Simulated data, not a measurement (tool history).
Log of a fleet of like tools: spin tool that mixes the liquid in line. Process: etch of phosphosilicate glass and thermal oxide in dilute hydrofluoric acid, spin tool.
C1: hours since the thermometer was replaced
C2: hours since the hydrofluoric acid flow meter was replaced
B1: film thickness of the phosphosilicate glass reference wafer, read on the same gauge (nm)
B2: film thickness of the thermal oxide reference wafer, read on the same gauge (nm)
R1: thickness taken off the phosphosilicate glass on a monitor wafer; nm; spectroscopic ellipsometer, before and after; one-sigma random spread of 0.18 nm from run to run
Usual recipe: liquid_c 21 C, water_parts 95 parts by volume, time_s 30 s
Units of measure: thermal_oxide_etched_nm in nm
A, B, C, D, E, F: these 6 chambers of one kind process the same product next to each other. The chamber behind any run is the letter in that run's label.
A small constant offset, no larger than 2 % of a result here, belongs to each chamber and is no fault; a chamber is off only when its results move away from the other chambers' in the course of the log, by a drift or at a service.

{"run": "1E", "hour": 12.8, "liquid_c": 21, "water_parts": 95, "time_s": 30, "C1": 570.2, "C2": 1440.6, "B1": 40.014, "B2": 80.027, "R1": 23.953, "thermal_oxide_etched_nm": 1.3573}
{"run": "2C", "hour": 24.5, "liquid_c": 21, "water_parts": 95, "time_s": 30, "C1": 292.9, "C2": 1503.2, "B1": 39.977, "B2": 79.99, "R1": 23.864, "thermal_oxide_etched_nm": 1.3456}
{"run": "3B", "hour": 36.3, "liquid_c": 21, "water_parts": 95, "time_s": 30, "C1": 809.6, "C2": 166.1, "B1": 39.989, "B2": 80.001, "R1": 23.76, "thermal_oxide_etched_nm": 1.3481}
{"run": "4F", "hour": 46.0, "liquid_c": 21, "water_parts": 95, "time_s": 30, "C1": 648, "C2": 437.6, "B1": 39.965, "B2": 80.007, "R1": 24.016, "thermal_oxide_etched_nm": 1.3293}
{"run": "5D", "hour": 53.8, "liquid_c": 21, "water_parts": 95, "time_s": 30, "C1": 613.9, "C2": 579.3, "B1": 39.986, "B2": 80.013, "R1": 23.995, "thermal_oxide_etched_nm": 1.3259}
{"run": "6A", "hour": 61.7, "liquid_c": 21, "water_parts": 95, "time_s": 30, "C1": 2346.1, "C2": 1515.2, "B1": 39.985, "B2": 79.984, "R1": 24.218, "thermal_oxide_etched_nm": 1.3243}
{"run": "7C", "hour": 70.9, "liquid_c": 21, "water_parts": 95, "time_s": 30, "C1": 339.3, "C2": 1549.6, "B1": 40.02, "B2": 80, "R1": 23.6, "thermal_oxide_etched_nm": 1.3677}
{"run": "8D", "hour": 80.1, "liquid_c": 21, "water_parts": 95, "time_s": 30, "C1": 640.2, "C2": 605.6, "B1": 39.985, "B2": 79.988, "R1": 24.068, "thermal_oxide_etched_nm": 1.347}
{"run": "9A", "hour": 93.3, "liquid_c": 21, "water_parts": 95, "time_s": 30, "C1": 2377.7, "C2": 1546.8, "B1": 40.028, "B2": 80.017, "R1": 24.109, "thermal_oxide_etched_nm": 1.3069}
{"hour": 102.1, "done": "chamber D: hydrofluoric acid flow meter replaced"}
{"run": "10E", "hour": 104.0, "liquid_c": 21, "water_parts": 95, "time_s": 30, "C1": 661.4, "C2": 1531.8, "B1": 39.983, "B2": 79.991, "R1": 23.951, "thermal_oxide_etched_nm": 1.3345}
{"run": "11F", "hour": 116.9, "liquid_c": 21, "water_parts": 95, "time_s": 30, "C1": 718.9, "C2": 508.5, "B1": 40.056, "B2": 79.992, "R1": 24.153, "thermal_oxide_etched_nm": 1.3502}
{"run": "12B", "hour": 125.9, "liquid_c": 21, "water_parts": 95, "time_s": 30, "C1": 899.2, "C2": 255.7, "B1": 39.995, "B2": 80.016, "R1": 23.97, "thermal_oxide_etched_nm": 1.3317}
{"hour": 126.2, "done": "chamber E: hydrofluoric acid flow meter replaced"}
{"run": "13A", "hour": 137.5, "liquid_c": 21, "water_parts": 95, "time_s": 25, "C1": 2421.9, "C2": 1591, "B1": 39.998, "B2": 80.021, "R1": 20.129, "thermal_oxide_etched_nm": 1.0985}
{"run": "14C", "hour": 145.2, "liquid_c": 21, "water_parts": 95, "time_s": 25, "C1": 413.6, "C2": 1623.9, "B1": 39.949, "B2": 80.019, "R1": 19.981, "thermal_oxide_etched_nm": 1.117}
{"run": "15B", "hour": 156.3, "liquid_c": 21, "water_parts": 95, "time_s": 25, "C1": 929.6, "C2": 286.1, "B1": 39.971, "B2": 80.024, "R1": 19.919, "thermal_oxide_etched_nm": 1.1176}
{"run": "16F", "hour": 166.1, "liquid_c": 21, "water_parts": 95, "time_s": 25, "C1": 768.1, "C2": 557.7, "B1": 40.011, "B2": 80.014, "R1": 20.297, "thermal_oxide_etched_nm": 1.1421}
{"run": "17E", "hour": 180.3, "liquid_c": 21, "water_parts": 95, "time_s": 25, "C1": 737.7, "C2": 54.2, "B1": 40.021, "B2": 80.01, "R1": 19.921, "thermal_oxide_etched_nm": 1.1262}
{"run": "18D", "hour": 189.7, "liquid_c": 21, "water_parts": 95, "time_s": 25, "C1": 749.8, "C2": 87.7, "B1": 40.042, "B2": 79.994, "R1": 20.091, "thermal_oxide_etched_nm": 1.1335}
{"run": "19C", "hour": 199.6, "liquid_c": 21, "water_parts": 95, "time_s": 30, "C1": 468, "C2": 1678.3, "B1": 40.049, "B2": 79.988, "R1": 23.981, "thermal_oxide_etched_nm": 1.3522}
{"run": "20B", "hour": 209.7, "liquid_c": 21, "water_parts": 95, "time_s": 30, "C1": 983, "C2": 339.5, "B1": 39.993, "B2": 80.003, "R1": 23.756, "thermal_oxide_etched_nm": 1.299}
{"run": "21F", "hour": 221.0, "liquid_c": 21, "water_parts": 95, "time_s": 30, "C1": 823, "C2": 612.6, "B1": 39.985, "B2": 79.998, "R1": 24.241, "thermal_oxide_etched_nm": 1.386}
{"run": "22D", "hour": 234.9, "liquid_c": 21, "water_parts": 95, "time_s": 30, "C1": 795, "C2": 132.9, "B1": 40.023, "B2": 80.01, "R1": 23.957, "thermal_oxide_etched_nm": 1.3388}
{"hour": 241.0, "done": "chamber C: hydrofluoric acid flow meter replaced"}
{"run": "23A", "hour": 249.2, "liquid_c": 21, "water_parts": 115, "time_s": 30, "C1": 2533.6, "C2": 1702.7, "B1": 39.942, "B2": 79.996, "R1": 19.247, "thermal_oxide_etched_nm": 1.0937}
{"hour": 254.3, "done": "chamber A: thermometer replaced"}
{"run": "24E", "hour": 259.0, "liquid_c": 21, "water_parts": 115, "time_s": 30, "C1": 816.4, "C2": 132.9, "B1": 40.028, "B2": 79.989, "R1": 19.093, "thermal_oxide_etched_nm": 1.0708}
{"run": "25A", "hour": 265.9, "liquid_c": 21, "water_parts": 115, "time_s": 30, "C1": 11.6, "C2": 1719.4, "B1": 39.972, "B2": 80.036, "R1": 19.642, "thermal_oxide_etched_nm": 1.0648}
{"run": "26D", "hour": 272.3, "liquid_c": 21, "water_parts": 115, "time_s": 30, "C1": 832.4, "C2": 170.3, "B1": 39.995, "B2": 80.016, "R1": 19.071, "thermal_oxide_etched_nm": 1.0606}
{"run": "27C", "hour": 282.3, "liquid_c": 21, "water_parts": 115, "time_s": 30, "C1": 550.7, "C2": 41.4, "B1": 40.05, "B2": 79.994, "R1": 19.218, "thermal_oxide_etched_nm": 1.0624}
{"run": "28E", "hour": 291.3, "liquid_c": 21, "water_parts": 115, "time_s": 30, "C1": 848.7, "C2": 165.2, "B1": 40.02, "B2": 79.987, "R1": 19.499, "thermal_oxide_etched_nm": 1.089}
{"run": "29F", "hour": 302.4, "liquid_c": 21, "water_parts": 95, "time_s": 30, "C1": 904.4, "C2": 694, "B1": 40.005, "B2": 80.014, "R1": 24.088, "thermal_oxide_etched_nm": 1.3745}
{"run": "30B", "hour": 311.3, "liquid_c": 23.5, "water_parts": 120, "time_s": 30, "C1": 1084.6, "C2": 441.1, "B1": 40.015, "B2": 80.009, "R1": 20.234, "thermal_oxide_etched_nm": 1.1531}
{"hour": 316.4, "done": "chamber F: thermometer replaced"}
{"run": "31F", "hour": 317.8, "liquid_c": 23.5, "water_parts": 120, "time_s": 30, "C1": 1.5, "C2": 709.4, "B1": 39.981, "B2": 79.987, "R1": 20.606, "thermal_oxide_etched_nm": 1.166}
{"run": "32C", "hour": 331.7, "liquid_c": 23.5, "water_parts": 120, "time_s": 30, "C1": 600.1, "C2": 90.8, "B1": 40.041, "B2": 80.017, "R1": 19.947, "thermal_oxide_etched_nm": 1.1489}
{"hour": 333.7, "done": "chamber D: thermometer replaced"}
{"run": "33B", "hour": 338.3, "liquid_c": 23.5, "water_parts": 120, "time_s": 30, "C1": 1111.6, "C2": 468.1, "B1": 39.989, "B2": 80.014, "R1": 20.51, "thermal_oxide_etched_nm": 1.1263}
{"run": "34A", "hour": 346.8, "liquid_c": 23.5, "water_parts": 120, "time_s": 30, "C1": 92.5, "C2": 1800.3, "B1": 39.937, "B2": 80.005, "R1": 20.683, "thermal_oxide_etched_nm": 1.1242}
{"run": "35E", "hour": 361.1, "liquid_c": 23.5, "water_parts": 120, "time_s": 30, "C1": 918.5, "C2": 235, "B1": 40.001, "B2": 79.985, "R1": 20.365, "thermal_oxide_etched_nm": 1.1367}
{"run": "36D", "hour": 370.5, "liquid_c": 21, "water_parts": 95, "time_s": 30, "C1": 36.8, "C2": 268.5, "B1": 40.018, "B2": 80.02, "R1": 23.733, "thermal_oxide_etched_nm": 1.368}
{"run": "37B", "hour": 381.3, "liquid_c": 21, "water_parts": 95, "time_s": 30, "C1": 1154.6, "C2": 511.1, "B1": 39.957, "B2": 80.007, "R1": 23.811, "thermal_oxide_etched_nm": 1.3626}
{"run": "38A", "hour": 387.8, "liquid_c": 21, "water_parts": 95, "time_s": 30, "C1": 133.5, "C2": 1841.3, "B1": 40.012, "B2": 79.989, "R1": 24.288, "thermal_oxide_etched_nm": 1.3149}

Next, all 6 chambers run the settings below, one line each with question marks for the results. What does each chamber give?
{"run": "39A", "hour": 398.3, "liquid_c": 21, "water_parts": 95, "time_s": 30, "R1": "?", "thermal_oxide_etched_nm": "?"}
{"run": "39B", "hour": 398.3, "liquid_c": 21, "water_parts": 95, "time_s": 30, "R1": "?", "thermal_oxide_etched_nm": "?"}
{"run": "39C", "hour": 398.3, "liquid_c": 21, "water_parts": 95, "time_s": 30, "R1": "?", "thermal_oxide_etched_nm": "?"}
{"run": "39D", "hour": 398.3, "liquid_c": 21, "water_parts": 95, "time_s": 30, "R1": "?", "thermal_oxide_etched_nm": "?"}
{"run": "39E", "hour": 398.3, "liquid_c": 21, "water_parts": 95, "time_s": 30, "R1": "?", "thermal_oxide_etched_nm": "?"}
{"run": "39F", "hour": 398.3, "liquid_c": 21, "water_parts": 95, "time_s": 30, "R1": "?", "thermal_oxide_etched_nm": "?"}

run=39A R1=24.081 thermal_oxide_etched_nm=1.3061
run=39B R1=23.766 thermal_oxide_etched_nm=1.3742
run=39C R1=23.9 thermal_oxide_etched_nm=1.3709
run=39D R1=24.307 thermal_oxide_etched_nm=1.3366
run=39E R1=24.159 thermal_oxide_etched_nm=1.3734
run=39F R1=24.469 thermal_oxide_etched_nm=1.3816
